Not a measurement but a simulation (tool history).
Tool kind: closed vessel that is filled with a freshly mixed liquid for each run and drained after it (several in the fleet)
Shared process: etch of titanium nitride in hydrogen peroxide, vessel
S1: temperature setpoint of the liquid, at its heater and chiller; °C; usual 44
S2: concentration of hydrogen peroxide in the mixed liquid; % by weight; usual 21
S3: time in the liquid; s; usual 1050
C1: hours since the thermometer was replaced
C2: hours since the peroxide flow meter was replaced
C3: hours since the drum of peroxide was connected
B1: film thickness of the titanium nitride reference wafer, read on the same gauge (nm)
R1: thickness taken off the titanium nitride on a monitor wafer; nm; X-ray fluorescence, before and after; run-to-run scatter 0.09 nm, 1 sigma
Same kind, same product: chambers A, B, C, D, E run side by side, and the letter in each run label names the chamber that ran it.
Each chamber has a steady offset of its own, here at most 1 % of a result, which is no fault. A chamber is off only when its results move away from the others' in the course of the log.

run	hour	S1	S2	S3	C1	C2	C3	B1	R1
1D	7.8	44	21	1050	560.4	855.9	349.7	100	20.776
2A	21.6	44	21	1050	336.9	498.8	232.2	100.01	20.937
3C	30.5	44	21	1050	1511.8	1627.8	543	99.999	20.666
4E	45	44	21	1050	1009.7	261.9	603.9	99.984	21.156
5B	59	44	21	1050	659.8	1565.6	179.3	99.998	21.016
6B	69.9	38.5	18.5	1050	670.7	1576.5	190.2	100.01	13.519
7D	82.5	38.5	18.5	1050	635.1	930.6	424.4	100.02	13.356
8A	90.6	38.5	18.5	1050	405.9	567.8	301.2	100.01	13.473
9C	101.8	38.5	18.5	1050	1583.1	1699.1	614.3	100.02	13.314
10E	113.1	38.5	18.5	1050	1077.8	330	672	99.995	13.434
11D	120.4	48.5	21	1600	673	968.5	462.3	100	44.154
12B	135.7	48.5	21	1600	736.5	1642.3	256	100	44.519
13C	144.7	48.5	21	1600	1626	1742	657.2	100	44.426
14E	153.3	48.5	21	1600	1118	370.2	712.2	100.01	44.667
# hour 160.9: chamber E: thermometer replaced
15A	163.6	48.5	21	1600	478.9	640.8	374.2	100.01	44.05
16A	174.2	44	21	1050	489.5	651.4	384.8	100	20.819
17D	182.5	40	24.5	1050	735.1	1030.6	524.4	99.992	15.804
18C	197.4	40	24.5	1050	1678.7	1794.7	709.9	100.01	15.837
19E	209.4	40	24.5	1050	48.6	426.3	768.3	100	15.996
20B	222.3	40	24.5	1050	823.1	1728.9	342.6	99.998	16.047
21A	232.5	40	24.5	1050	547.8	709.7	443.1	100	15.925
22C	247	44	21	1050	1728.3	1844.3	759.5	99.989	20.903
23D	259.6	44	21	1050	812.2	1107.7	601.5	100	20.544
24B	268.8	44	21	1050	869.6	1775.4	389.1	100.01	20.913
25E	275.5	44	21	575	114.7	492.4	834.4	100.02	11.455
26B	288	44	21	575	888.8	1794.6	408.3	99.997	11.542
# hour 297.9: chamber A: peroxide flow meter replaced
# hour 299.7: chamber D: peroxide flow meter replaced
27E	301.5	44	21	575	140.7	518.4	860.4	100.02	11.529
28A	314	44	21	575	629.3	16.1	524.6	99.995	11.417
# hour 315: chamber C: new drum of peroxide connected
29D	327.5	44	21	575	880.1	27.9	669.4	99.997	11.145
30C	335.7	44	21	1050	1817	1933	20.8	100	20.88
31B	347.8	44	21	1050	948.6	1854.4	468.1	100.01	20.979
32D	360.9	44	21	1050	913.5	61.3	702.8	100.01	20.425
33C	375.7	44	21	1050	1857	1973	60.8	99.976	20.995
34E	389.6	44	21	1050	228.8	606.5	948.5	99.989	21.153
35A	401.9	44	21	1050	717.2	104	612.5	100.01	21.052
36C	416.6	44	21	1050	1897.9	2013.9	101.7	99.98	20.72
37A	429.9	44	21	1050	745.2	132	640.5	99.985	20.929
38B	437.2	44	21	1050	1038	1943.8	557.5	99.998	21.013

Predict what each chamber gives when all 5 of them run the settings below next.
39A	448.2	44	21	1050					?
39B	448.2	44	21	1050					?
39C	448.2	44	21	1050					?
39D	448.2	44	21	1050					?
39E	448.2	44	21	1050					?

run	R1
39A	21.131
39B	21.041
39C	20.784
39D	20.262
39E	20.987

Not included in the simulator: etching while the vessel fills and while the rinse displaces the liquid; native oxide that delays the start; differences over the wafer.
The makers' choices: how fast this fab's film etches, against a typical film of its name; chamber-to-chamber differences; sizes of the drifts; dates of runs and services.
